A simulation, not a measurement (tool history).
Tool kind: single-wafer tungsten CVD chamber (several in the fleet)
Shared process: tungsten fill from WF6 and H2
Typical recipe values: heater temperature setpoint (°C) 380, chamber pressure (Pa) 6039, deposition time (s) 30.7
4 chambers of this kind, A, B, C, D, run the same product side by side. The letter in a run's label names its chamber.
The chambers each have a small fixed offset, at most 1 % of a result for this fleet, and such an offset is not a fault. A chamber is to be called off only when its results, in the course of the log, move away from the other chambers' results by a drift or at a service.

run,day,heater temperature setpoint (°C),chamber pressure (Pa),deposition time (s),hours since the last thermocouple change,hours since the last manometer calibration,"read-back reference wafer on the same gauge, thickness_nm",mean film thickness on the monitor wafer (nm)
1D,0.254,380,6039,30.7,1739.5,135.2,59.074,73.475
2A,0.404,380,6039,30.7,1035.2,1446,59.03,72.922
3C,0.583,380,6039,30.7,494.5,484.3,59.061,74.094
4B,0.796,380,6039,30.7,1395.6,2454.7,59.224,73.523
5C,1.067,380,6039,30.7,506.1,495.9,59.099,73.719
6D,1.275,380,6039,30.7,1764,159.7,59.048,73.139
7B,1.425,380,6039,30.7,1410.7,2469.8,59.188,72.808
8A,1.604,380,6039,30.7,1064,1474.8,59.102,72.844
9A,1.817,380,6039,30.7,1069.1,1479.9,59.193,73.023
10B,2.054,385,6039,30.7,1425.8,2484.9,59.092,81.785
11C,2.325,385,6039,30.7,536.3,526.1,59.124,81.351
12D,2.475,385,6039,30.7,1792.8,188.5,59.013,81.42
13D,2.688,385,6039,30.7,1797.9,193.6,59.08,81.632
14C,2.888,380,6039,30.7,549.8,539.6,59.114,73.741
15B,3.121,380,6039,30.7,1451.4,2510.5,59.124,72.512
16A,3.396,380,6946,30.7,1107,1517.8,59.04,77.073
17D,3.55,380,6946,30.7,1818.6,214.3,59.088,78.176
18A,3.792,380,6946,30.7,1116.5,1527.3,59.147,77.033
19B,3.954,380,6946,30.7,1471.4,2530.5,59.053,78.523
20C,4.121,380,6039,30.7,579.4,569.2,59.127,73.201
21A,4.392,380,6039,30.7,1130.9,1541.7,59.105,72.87
22B,4.575,380,6039,30.7,1486.3,2545.4,59.095,73.705
23D,4.804,380,6039,30.7,1848.7,244.4,59.087,73.456
24C,5.025,393,6039,26.7,601.1,590.9,59.001,82.016

Next, all 4 chambers run the settings below, one line each with question marks for the results. What does each chamber give?
25A,5.229,380,6039,30.7,,,,?
25B,5.229,380,6039,30.7,,,,?
25C,5.229,380,6039,30.7,,,,?
25D,5.229,380,6039,30.7,,,,?

run,mean film thickness on the monitor wafer (nm)
25A,72.392
25B,73.787
25C,73.572
25D,73.02
